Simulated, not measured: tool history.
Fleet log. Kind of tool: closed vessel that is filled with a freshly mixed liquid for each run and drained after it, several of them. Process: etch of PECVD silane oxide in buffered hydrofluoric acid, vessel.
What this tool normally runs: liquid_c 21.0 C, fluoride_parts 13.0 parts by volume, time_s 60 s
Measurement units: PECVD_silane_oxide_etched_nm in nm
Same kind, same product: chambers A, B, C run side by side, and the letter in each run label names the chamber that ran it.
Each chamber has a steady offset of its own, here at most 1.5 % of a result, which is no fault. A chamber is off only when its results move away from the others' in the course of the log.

run   hour  liquid_c  fluoride_parts  time_s  hours since the thermometer was replaced  hours since the hydrofluoric acid flow meter was replaced  read-back film thickness of the PECVD silane oxide reference wafer, read on the same gauge (nm)  PECVD_silane_oxide_etched_nm
 1C    9.8      21.0            13.0      60                                     250.4                                                     1406.4                                                                                           50.024                        163.90
 2A   18.1      21.0            13.0      60                                     888.1                                                      732.0                                                                                           49.964                        165.26
 3B   28.6      21.0            13.0      60                                     169.0                                                     1044.3                                                                                           50.004                        164.11
 4A   34.2      21.0            13.0      60                                     904.2                                                      748.1                                                                                           49.969                        165.25
 5C   44.6      21.0            13.0      60                                     285.2                                                     1441.2                                                                                           50.000                        164.07
 6B   55.3      21.0            13.0      60                                     195.7                                                     1071.0                                                                                           49.974                        163.85
 7A   65.6      21.0            13.0      60                                     935.6                                                      779.5                                                                                           49.991                        164.41
 8C   75.2      24.5            17.0      60                                     315.8                                                     1471.8                                                                                           49.992                        153.37
 9B   80.8      24.5            17.0      60                                     221.2                                                     1096.5                                                                                           50.011                        151.37
10B   86.5      24.5            17.0      60                                     226.9                                                     1102.2                                                                                           49.983                        150.63
11C   95.0      21.0            13.0      60                                     335.6                                                     1491.6                                                                                           50.019                        162.08
12A  103.3      21.0            13.0      60                                     973.3                                                      817.2                                                                                           50.000                        166.78
13B  111.0      21.0            13.0      60                                     251.4                                                     1126.7                                                                                           50.010                        160.93
14A  117.2      21.0            13.0      60                                     987.2                                                      831.1                                                                                           50.022                        163.17
15C  128.4      21.0            13.0      60                                     369.0                                                     1525.0                                                                                           49.960                        164.02
16A  138.9      21.0            13.0      60                                    1008.9                                                      852.8                                                                                           49.968                        163.86
17C  147.6      21.0            13.0      60                                     388.2                                                     1544.2                                                                                           49.988                        164.12
18B  155.5      18.0            15.5      60                                     295.9                                                     1171.2                                                                                           50.006                        111.83
19A  166.5      18.0            15.5      60                                    1036.5                                                      880.4                                                                                           49.980                        117.46
20C  173.9      18.0            15.5      60                                     414.5                                                     1570.5                                                                                           50.018                        115.73
21B  183.0      21.0            13.0      60                                     323.4                                                     1198.7                                                                                           50.039                        155.79
22B  188.1      21.0            13.0      90                                     328.5                                                     1203.8                                                                                           50.022                        233.49
23C  198.1      21.0            13.0      90                                     438.7                                                     1594.7                                                                                           50.037                        246.13
24A  207.3      21.0            13.0      90                                    1077.3                                                      921.2                                                                                           50.022                        246.53
25A  214.1      21.0            13.0      60                                    1084.1                                                      928.0                                                                                           50.013                        162.45
26C  224.7      21.0            13.0      60                                     465.3                                                     1621.3                                                                                           50.008                        164.64
27B  234.2      21.0            13.0      60                                     374.6                                                     1249.9                                                                                           49.976                        154.11
28B  239.8      21.0            13.0      60                                     380.2                                                     1255.5                                                                                           49.986                        151.44
29C  244.7      21.0            13.0      60                                     485.3                                                     1641.3                                                                                           50.001                        164.01
30A  252.3      21.0            13.0      60                                    1122.3                                                      966.2                                                                                           50.028                        163.70
31A  257.8      21.0            13.0      60                                    1127.8                                                      971.7                                                                                           49.966                        165.03
32B  268.5      21.0            13.0      60                                     408.9                                                     1284.2                                                                                           50.038                        150.02
33C  274.3      21.0            13.0      60                                     514.9                                                     1670.9                                                                                           49.998                        161.82
34C  280.5      21.0            13.0      60                                     521.1                                                     1677.1                                                                                           50.021                        162.58
35A  289.2      21.0            13.0      60                                    1159.2                                                     1003.1                                                                                           50.026                        162.63

What goes on in this fleet: one chamber off, a drifting gauge, or nothing beyond the chambers' own small offsets? Name the chamber and the cause, if any.

It is chamber B that slowly wanders off from its peers.
Most likely cause: hydrofluoric acid flow below the setpoint (%) = 7.5.
The log may not tell that from: liquid colder than its thermometer reads (K).

Here are 4 candidates for chamber B's next run, each the usual settings with a change, their results left as question marks. Which one brings its results back in line with what the others give on the usual settings?
In line here means within this much of the mean the other chambers give on the usual settings: PECVD_silane_oxide_etched_nm 3.70 nm
36B-1  297.5      21.0            13.0      55                                                                                                                                                                                                                                   ?
36B-2  297.5      21.0            12.5      60                                                                                                                                                                                                                                   ?
36B-3  297.5      21.0            13.0      65                                                                                                                                                                                                                                   ?
36B-4  297.5      21.0            13.5      60                                                                                                                                                                                                                                   ?

The other chambers' mean on the usual settings: PECVD_silane_oxide_etched_nm 164.38 nm
  run  PECVD_silane_oxide_etched_nm
36B-1                        138.36
36B-2                        156.77
36B-3                        163.52
36B-4                        145.52
36B-3 brings the chamber back in line.

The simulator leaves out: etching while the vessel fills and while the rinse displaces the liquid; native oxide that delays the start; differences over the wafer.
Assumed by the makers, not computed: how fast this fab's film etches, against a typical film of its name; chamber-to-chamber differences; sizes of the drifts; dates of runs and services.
